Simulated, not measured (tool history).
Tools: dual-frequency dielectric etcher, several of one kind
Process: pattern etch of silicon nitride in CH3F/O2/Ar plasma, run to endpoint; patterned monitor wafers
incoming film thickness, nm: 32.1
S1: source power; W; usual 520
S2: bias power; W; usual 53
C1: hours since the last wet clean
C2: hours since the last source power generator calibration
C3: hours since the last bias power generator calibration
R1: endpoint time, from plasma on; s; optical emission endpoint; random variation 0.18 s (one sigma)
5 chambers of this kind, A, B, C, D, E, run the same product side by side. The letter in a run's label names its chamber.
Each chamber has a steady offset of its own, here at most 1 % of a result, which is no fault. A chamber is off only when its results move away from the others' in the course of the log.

run 1D day=0.262 | S1=520 S2=53 | C1=329.7 C2=459.6 C3=3575 | R1=46.314
run 2E day=0.642 | S1=520 S2=53 | C1=290.4 C2=498.4 C3=4793 | R1=46.241
run 3A day=1.067 | S1=520 S2=53 | C1=92.7 C2=1726.1 C3=616.7 | R1=46.645
run 4B day=1.504 | S1=520 S2=53 | C1=138.8 C2=1926.4 C3=2007.9 | R1=46.238
run 5C day=1.812 | S1=520 S2=53 | C1=211 C2=840 C3=1877.3 | R1=46.522
run 6C day=2.1 | S1=520 S2=53 | C1=217.9 C2=846.9 C3=1884.2 | R1=46.357
run 7A day=2.483 | S1=520 S2=53 | C1=126.7 C2=1760.1 C3=650.7 | R1=46.469
run 8D day=2.942 | S1=520 S2=53 | C1=394 C2=523.9 C3=3639.3 | R1=46.61
run 9B day=3.304 | S1=520 S2=53 | C1=182 C2=1969.6 C3=2051.1 | R1=46.54
run 10E day=3.608 | S1=520 S2=53 | C1=361.6 C2=569.6 C3=4864.2 | R1=46.222
run 11C day=3.892 | S1=620 S2=53 | C1=260.9 C2=889.9 C3=1927.2 | R1=43.482
run 12B day=4.238 | S1=620 S2=53 | C1=204.4 C2=1992 C3=2073.5 | R1=43.108
run 13A day=4.646 | S1=620 S2=53 | C1=178.6 C2=1812 C3=702.6 | R1=43.243
-- day=4.875 chamber E: bias power generator calibrated
run 14D day=5.054 | S1=620 S2=53 | C1=444.7 C2=574.6 C3=3690 | R1=43.719
run 15E day=5.275 | S1=620 S2=53 | C1=401.6 C2=609.6 C3=9.6 | R1=43.502
-- day=5.342 chamber E: wet clean of the chamber
run 16B day=5.567 | S1=520 S2=53 | C1=236.3 C2=2023.9 C3=2105.4 | R1=46.484
run 17D day=6.008 | S1=520 S2=53 | C1=467.6 C2=597.5 C3=3712.9 | R1=46.666
run 18A day=6.471 | S1=520 S2=53 | C1=222.4 C2=1855.8 C3=746.4 | R1=46.408
run 19C day=6.75 | S1=520 S2=53 | C1=329.5 C2=958.5 C3=1995.8 | R1=46.257
run 20E day=7.075 | S1=520 S2=53 | C1=41.7 C2=652.8 C3=52.8 | R1=46.455
-- day=7.504 chamber D: wet clean of the chamber
run 21C day=7.558 | S1=520 S2=53 | C1=348.9 C2=977.9 C3=2015.2 | R1=46.498
run 22D day=7.925 | S1=560 S2=62 | C1=10.2 C2=643.5 C3=3758.9 | R1=42.897
run 23B day=8.421 | S1=560 S2=62 | C1=304.8 C2=2092.4 C3=2173.9 | R1=42.188
run 24A day=8.904 | S1=560 S2=62 | C1=280.8 C2=1914.2 C3=804.8 | R1=43.019
run 25E day=9.379 | S1=560 S2=62 | C1=97 C2=708.1 C3=108.1 | R1=42.828
run 26B day=9.817 | S1=560 S2=62 | C1=338.3 C2=2125.9 C3=2207.4 | R1=41.778
run 27C day=10.088 | S1=520 S2=53 | C1=409.6 C2=1038.6 C3=2075.9 | R1=46.287
run 28A day=10.383 | S1=520 S2=53 | C1=316.3 C2=1949.7 C3=840.3 | R1=46.505
run 29D day=10.729 | S1=520 S2=53 | C1=77.5 C2=710.8 C3=3826.2 | R1=46.675
run 30E day=10.946 | S1=400 S2=44 | C1=134.6 C2=745.7 C3=145.7 | R1=54.513
run 31C day=11.354 | S1=400 S2=44 | C1=440 C2=1069 C3=2106.3 | R1=54.377
run 32A day=11.646 | S1=400 S2=44 | C1=346.6 C2=1980 C3=870.6 | R1=54.639
run 33B day=12.025 | S1=400 S2=44 | C1=391.3 C2=2178.9 C3=2260.4 | R1=52.719
-- day=12.354 chamber D: bias power generator calibrated
run 34E day=12.421 | S1=400 S2=44 | C1=170 C2=781.1 C3=181.1 | R1=54.544
run 35D day=12.688 | S1=520 S2=53 | C1=124.5 C2=757.8 C3=8 | R1=46.636
-- day=12.75 chamber C: wet clean of the chamber
run 36C day=13.075 | S1=520 S2=53 | C1=7.9 C2=1110.3 C3=2147.6 | R1=46.391
run 37A day=13.329 | S1=520 S2=53 | C1=387 C2=2020.4 C3=911 | R1=46.696
run 38E day=13.575 | S1=520 S2=53 | C1=197.7 C2=808.8 C3=208.8 | R1=46.298
run 39B day=14.058 | S1=520 S2=53 | C1=440.1 C2=2227.7 C3=2309.2 | R1=44.46
run 40D day=14.408 | S1=520 S2=53 | C1=165.8 C2=799.1 C3=49.3 | R1=46.719
run 41B day=14.712 | S1=520 S2=53 | C1=455.8 C2=2243.4 C3=2324.9 | R1=44.342
run 42C day=14.971 | S1=410 S2=45 | C1=53.4 C2=1155.8 C3=2193.1 | R1=53.562

All 5 chambers run these settings next. Forecast each chamber's results:
run 43A day=15.329 | S1=520 S2=53 | R1=?
run 43B day=15.329 | S1=520 S2=53 | R1=?
run 43C day=15.329 | S1=520 S2=53 | R1=?
run 43D day=15.329 | S1=520 S2=53 | R1=?
run 43E day=15.329 | S1=520 S2=53 | R1=?

run=43A R1=46.719
run=43B R1=44.314
run=43C R1=46.317
run=43D R1=46.38
run=43E R1=46.029
